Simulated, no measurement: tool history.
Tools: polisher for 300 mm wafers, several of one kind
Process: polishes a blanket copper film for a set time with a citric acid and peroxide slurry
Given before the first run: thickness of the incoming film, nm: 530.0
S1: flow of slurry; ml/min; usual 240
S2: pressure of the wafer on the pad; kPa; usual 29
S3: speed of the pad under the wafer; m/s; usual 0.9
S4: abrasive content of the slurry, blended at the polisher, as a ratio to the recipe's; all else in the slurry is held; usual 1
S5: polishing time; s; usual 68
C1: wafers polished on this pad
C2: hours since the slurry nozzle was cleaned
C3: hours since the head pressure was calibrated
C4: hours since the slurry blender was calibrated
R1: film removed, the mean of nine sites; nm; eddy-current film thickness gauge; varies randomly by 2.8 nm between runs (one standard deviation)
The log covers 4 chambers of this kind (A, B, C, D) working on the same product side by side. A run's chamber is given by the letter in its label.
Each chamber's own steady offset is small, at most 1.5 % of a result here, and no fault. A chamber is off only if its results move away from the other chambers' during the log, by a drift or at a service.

| run | hour | S1 | S2 | S3 | S4 | S5 | C1 | C2 | C3 | C4 | R1 |
|---|---|---|---|---|---|---|---|---|---|---|---|
| 1B | 9.4 | 240 | 29 | 0.9 | 1 | 68 | 609 | 129.2 | 1151.7 | 131.2 | 215.91 |
|  | 13.8 | chamber A: worn pad replaced by a new one |
| 2D | 16.4 | 240 | 29 | 0.9 | 1 | 68 | 556 | 783.3 | 1069.4 | 309.6 | 212.65 |
| 3A | 27.8 | 240 | 29 | 0.9 | 1 | 68 | 123 | 407.1 | 591.7 | 159.1 | 220.72 |
| 4C | 36 | 240 | 29 | 0.9 | 1 | 68 | 640 | 195 | 783.3 | 218.1 | 211.89 |
|  | 47.4 | chamber D: worn pad replaced by a new one |
| 5D | 50.1 | 240 | 29 | 0.9 | 1.2 | 68 | 23 | 817 | 1103.1 | 343.3 | 222.22 |
| 6B | 57.1 | 240 | 29 | 0.9 | 1.2 | 68 | 1029 | 176.9 | 1199.4 | 178.9 | 229.63 |
|  | 67.5 | chamber C: worn pad replaced by a new one |
| 7A | 69.9 | 240 | 29 | 0.9 | 1.2 | 68 | 493 | 449.2 | 633.8 | 201.2 | 228.86 |
| 8C | 80.9 | 240 | 29 | 0.9 | 1.2 | 68 | 118 | 239.9 | 828.2 | 263 | 219.84 |
|  | 92.1 | chamber A: worn pad replaced by a new one |
| 9D | 94.9 | 240 | 29 | 0.9 | 1 | 68 | 418 | 861.8 | 1147.9 | 388.1 | 213.73 |
| 10B | 104.9 | 240 | 29 | 0.9 | 1 | 68 | 1449 | 224.7 | 1247.2 | 226.7 | 219.55 |
|  | 114.1 | chamber A: slurry nozzle cleaned |
|  | 116 | chamber A: slurry blender recalibrated |
| 11C | 119.5 | 240 | 29 | 0.9 | 1 | 68 | 457 | 278.5 | 866.8 | 301.6 | 214.45 |
|  | 124.3 | chamber D: worn pad replaced by a new one |
|  | 125.7 | chamber B: head pressure recalibrated |
| 12A | 129.8 | 240 | 29 | 0.9 | 1 | 68 | 332 | 15.8 | 693.7 | 13.8 | 217.18 |
| 13D | 142.6 | 240 | 29 | 0.9 | 1 | 68 | 161 | 909.5 | 1195.6 | 435.8 | 215.75 |
| 14C | 154.9 | 240 | 29 | 0.9 | 1 | 68 | 769 | 313.9 | 902.2 | 337 | 218.44 |
|  | 158.3 | chamber D: head pressure recalibrated |
| 15A | 163.4 | 240 | 29 | 0.9 | 1 | 68 | 628 | 49.4 | 727.3 | 47.4 | 220.92 |
| 16B | 173.5 | 240 | 29 | 0.9 | 1 | 68 | 2053 | 293.3 | 47.8 | 295.3 | 211.05 |
|  | 175.3 | chamber D: slurry blender recalibrated |
|  | 178.1 | chamber C: worn pad replaced by a new one |
| 17A | 181 | 240 | 29 | 0.9 | 1 | 68 | 783 | 67 | 744.9 | 65 | 225.11 |
|  | 188.4 | chamber D: slurry nozzle cleaned |
|  | 192.3 | chamber A: worn pad replaced by a new one |
| 18B | 193.9 | 275 | 29 | 0.9 | 1 | 68 | 2232 | 313.7 | 68.2 | 315.7 | 214.63 |
| 19D | 206 | 275 | 29 | 0.9 | 1 | 68 | 718 | 17.7 | 47.7 | 30.7 | 222.54 |
| 20C | 212.5 | 275 | 29 | 0.9 | 1 | 68 | 303 | 371.5 | 959.8 | 394.6 | 215.99 |
|  | 214.1 | chamber C: slurry blender recalibrated |
|  | 217.6 | chamber D: worn pad replaced by a new one |
| 21B | 222.6 | 275 | 29 | 0.9 | 1 | 68 | 2485 | 342.4 | 96.9 | 344.4 | 213.09 |
| 22A | 232.5 | 240 | 29 | 0.9 | 1 | 68 | 354 | 118.5 | 796.4 | 116.5 | 213.78 |
|  | 240.8 | chamber B: slurry nozzle cleaned |
| 23C | 246.7 | 240 | 29 | 0.9 | 1 | 68 | 603 | 405.7 | 994 | 32.6 | 223.47 |
| 24D | 260 | 240 | 29 | 0.9 | 1 | 68 | 373 | 71.7 | 101.7 | 84.7 | 219.82 |
| 25C | 269.6 | 240 | 29 | 0.9 | 1 | 68 | 805 | 428.6 | 1016.9 | 55.5 | 218.34 |
| 26B | 277.6 | 240 | 29 | 0.9 | 1 | 68 | 2969 | 36.9 | 151.9 | 399.4 | 205.82 |
|  | 277.7 | chamber A: worn pad replaced by a new one |
|  | 286.5 | chamber C: worn pad replaced by a new one |
| 27D | 290.7 | 240 | 29 | 0.9 | 1 | 68 | 643 | 102.4 | 132.4 | 115.4 | 223.27 |
|  | 298.3 | chamber D: worn pad replaced by a new one |
| 28A | 300.1 | 240 | 29 | 0.9 | 1 | 68 | 197 | 186.1 | 864 | 184.1 | 215.48 |
|  | 306.3 | chamber B: slurry blender recalibrated |
| 29A | 314.5 | 240 | 38.6 | 0.9 | 1 | 68 | 323 | 200.5 | 878.4 | 198.5 | 288.04 |
| 30C | 326.7 | 240 | 38.6 | 0.9 | 1 | 68 | 353 | 485.7 | 1074 | 112.6 | 294.77 |
| 31B | 336.1 | 240 | 38.6 | 0.9 | 1 | 68 | 3484 | 95.4 | 210.4 | 29.8 | 274.35 |
| 32D | 343.3 | 240 | 38.6 | 0.9 | 1 | 68 | 396 | 155 | 185 | 168 | 283.82 |
| 33C | 357.3 | 190 | 29 | 0.9 | 1 | 87 | 622 | 516.3 | 1104.6 | 143.2 | 273.33 |
|  | 363.4 | chamber A: worn pad replaced by a new one |
|  | 366.9 | chamber A: slurry blender recalibrated |
| 34A | 371.9 | 190 | 29 | 0.9 | 1 | 87 | 75 | 257.9 | 935.8 | 5 | 277.16 |
|  | 373.2 | chamber C: slurry nozzle cleaned |
| 35B | 382.2 | 190 | 29 | 0.9 | 1 | 87 | 3889 | 141.5 | 256.5 | 75.9 | 247.15 |
|  | 393.3 | chamber D: worn pad replaced by a new one |
| 36D | 393.6 | 190 | 29 | 0.9 | 1 | 87 | 3 | 205.3 | 235.3 | 218.3 | 274.37 |
|  | 402.4 | chamber A: head pressure recalibrated |
| 37A | 408.6 | 240 | 29 | 0.9 | 1 | 68 | 398 | 294.6 | 6.3 | 41.7 | 221.72 |
|  | 415.2 | chamber C: worn pad replaced by a new one |
| 38B | 417.2 | 240 | 29 | 0.9 | 1 | 68 | 4197 | 176.5 | 291.5 | 110.9 | 197.41 |
| 39D | 424 | 240 | 29 | 0.9 | 1 | 68 | 270 | 235.7 | 265.7 | 248.7 | 221.26 |
| 40C | 433 | 240 | 29 | 0.9 | 1 | 68 | 156 | 59.9 | 1180.3 | 218.9 | 218.85 |

Does one chamber stand apart from the rest, does the shared gauge drift, or is all well apart from small per-chamber offsets? Give the chamber and the most likely cause, where there is one.

One chamber, B, drifts off from the rest bit by bit.
Cause: removal rate lost through wear of the pad, % = 12.1.

Here are 4 candidates for chamber B's next run, each the usual settings with a change, their results left as question marks. Which one brings its results back in line with what the others give on the usual settings?
To be in line, a result may differ from the other chambers' mean on the usual settings by at most: R1 9.6 nm
| 41B-1 | 443.7 | 240 | 28.3 | 0.88 | 1 | 68 |  |  |  |  | ? |
| 41B-2 | 443.7 | 240 | 29 | 0.9 | 1 | 71 |  |  |  |  | ? |
| 41B-3 | 443.7 | 240 | 31 | 0.96 | 1 | 68 |  |  |  |  | ? |
| 41B-4 | 443.7 | 240 | 27.6 | 0.86 | 1 | 65 |  |  |  |  | ? |

The other chambers' mean on the usual settings: R1 218 nm
| run | R1 |
|---|---|
| 41B-1 | 184.76 |
| 41B-2 | 201.94 |
| 41B-3 | 220.59 |
| 41B-4 | 168.52 |
41B-3 brings the chamber back in line.
